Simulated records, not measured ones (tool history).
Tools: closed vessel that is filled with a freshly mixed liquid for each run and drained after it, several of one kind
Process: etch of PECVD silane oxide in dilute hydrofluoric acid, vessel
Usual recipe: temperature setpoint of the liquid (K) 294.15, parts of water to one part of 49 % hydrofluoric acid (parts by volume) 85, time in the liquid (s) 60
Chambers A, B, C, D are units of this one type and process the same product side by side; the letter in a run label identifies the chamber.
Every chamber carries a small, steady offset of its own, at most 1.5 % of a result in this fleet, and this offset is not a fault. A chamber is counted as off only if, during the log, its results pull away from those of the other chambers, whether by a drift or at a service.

run	day	temperature setpoint of the liquid (K)	parts of water to one part of 49 % hydrofluoric acid (parts by volume)	time in the liquid (s)	hours since the thermometer was replaced	hours since the hydrofluoric acid flow meter was replaced	read-back film thickness of the PECVD silane oxide reference wafer, read on the same gauge (nm)	thickness taken off the PECVD silane oxide on a monitor wafer (angstrom)
1C	0.242	294.15	85	60	2281.4	108.7	139.97	188.44
# day 0.342: chamber C: thermometer replaced
2A	0.412	294.15	85	60	1490.1	596.8	139.98	187.07
3D	0.604	294.15	85	60	690.1	559.7	139.99	187.68
4B	0.85	294.15	85	60	201.2	1383.9	140	183.77
5D	1.054	294.15	85	60	700.9	570.5	140.05	188.68
6C	1.317	294.15	85	60	23.5	134.5	140.01	186.44
7A	1.517	294.15	85	60	1516.6	623.3	140.05	186.59
8B	1.712	294.15	85	60	221.9	1404.6	139.97	184.46
9C	2.004	294.15	85	60	40	151	140.03	185.43
10B	2.292	294.15	85	60	235.8	1418.5	139.97	185.7
11D	2.446	294.15	85	60	734.3	603.9	140.02	189.98
12A	2.617	294.15	85	60	1543	649.7	139.99	182.58
13D	2.875	294.15	85	60	744.6	614.2	140	186.93
14B	3.138	294.15	115	60	256.1	1438.8	140	130.07
15A	3.3	294.15	115	60	1559.4	666.1	140.01	133.53
16C	3.433	294.15	115	60	74.3	185.3	140.01	134.88
17B	3.588	294.15	115	60	266.9	1449.6	139.99	131.7
18D	3.767	294.15	85	60	766	635.6	140.02	191.32
19C	3.975	294.15	85	60	87.3	198.3	140.05	185.66
20A	4.162	294.15	85	60	1580.1	686.8	139.98	189.43
21B	4.417	294.15	85	60	286.8	1469.5	139.97	185.72
22A	4.567	294.15	85	60	1589.8	696.5	140.04	186.76
23C	4.817	294.15	100	45	107.5	218.5	140.01	116.62
24D	5.038	294.15	100	45	796.5	666.1	140.02	119.1
25B	5.325	294.15	100	45	308.6	1491.3	139.98	116.51
26A	5.533	294.15	100	45	1613	719.7	139.98	116.69
27D	5.679	294.15	85	60	811.9	681.5	140	193.9
28C	5.85	294.15	110	60	132.3	243.3	140.03	139.66
29B	6.125	294.15	110	60	327.8	1510.5	140.01	138.4
30D	6.325	294.15	110	60	827.4	697	140	144.19
31C	6.521	294.15	110	60	148.4	259.4	140	141.94
32A	6.658	294.15	85	60	1640	746.7	139.95	186.65
33B	6.871	294.15	85	60	345.7	1528.4	139.98	184.79
34A	7.004	294.15	85	60	1648.3	755	139.96	187.16
35C	7.258	294.15	85	60	166.1	277.1	140.01	186.68
36D	7.4	294.15	85	60	853.2	722.8	140.03	195.13
37D	7.567	294.15	85	60	857.2	726.8	139.95	195.57
38C	7.696	294.15	55	60	176.6	287.6	140	296.55
39A	7.875	294.15	55	60	1669.2	775.9	139.99	296.82
40B	8.033	294.15	55	60	373.6	1556.3	140.01	301.73
41C	8.196	294.15	55	60	188.6	299.6	140	299.88
42B	8.471	294.15	85	60	384.1	1566.8	139.99	184.48

What goes on in this fleet: one chamber off, a drifting gauge, or nothing beyond the chambers' own small offsets? Name the chamber and the cause, if any.

Chamber D drifts away from the others.
Most likely cause: liquid hotter than its thermometer reads (K) = 1.13.
The log may not separate it from: hydrofluoric acid flow above the setpoint (%).

Chamber D could run next with any of the 4 candidate recipes listed below; each alters the usual settings, and their results appear as question marks. Which one brings its results back in line with what the other chambers deliver on the usual settings?
To be in line, a result may differ from the other chambers' mean on the usual settings by at most: thickness taken off the PECVD silane oxide on a monitor wafer (angstrom) 5.1
43D-1	8.683	292.65	85	60				?
43D-2	8.683	291.65	85	60				?
43D-3	8.683	294.65	85	65				?
43D-4	8.683	295.65	85	60				?

On the usual settings, the other chambers give on average: thickness taken off the PECVD silane oxide on a monitor wafer (angstrom) 186.15
run	thickness taken off the PECVD silane oxide on a monitor wafer (angstrom)
43D-1	183.49
43D-2	176.04
43D-3	215.82
43D-4	207.42
It is 43D-1 that realigns the chamber with its peers.
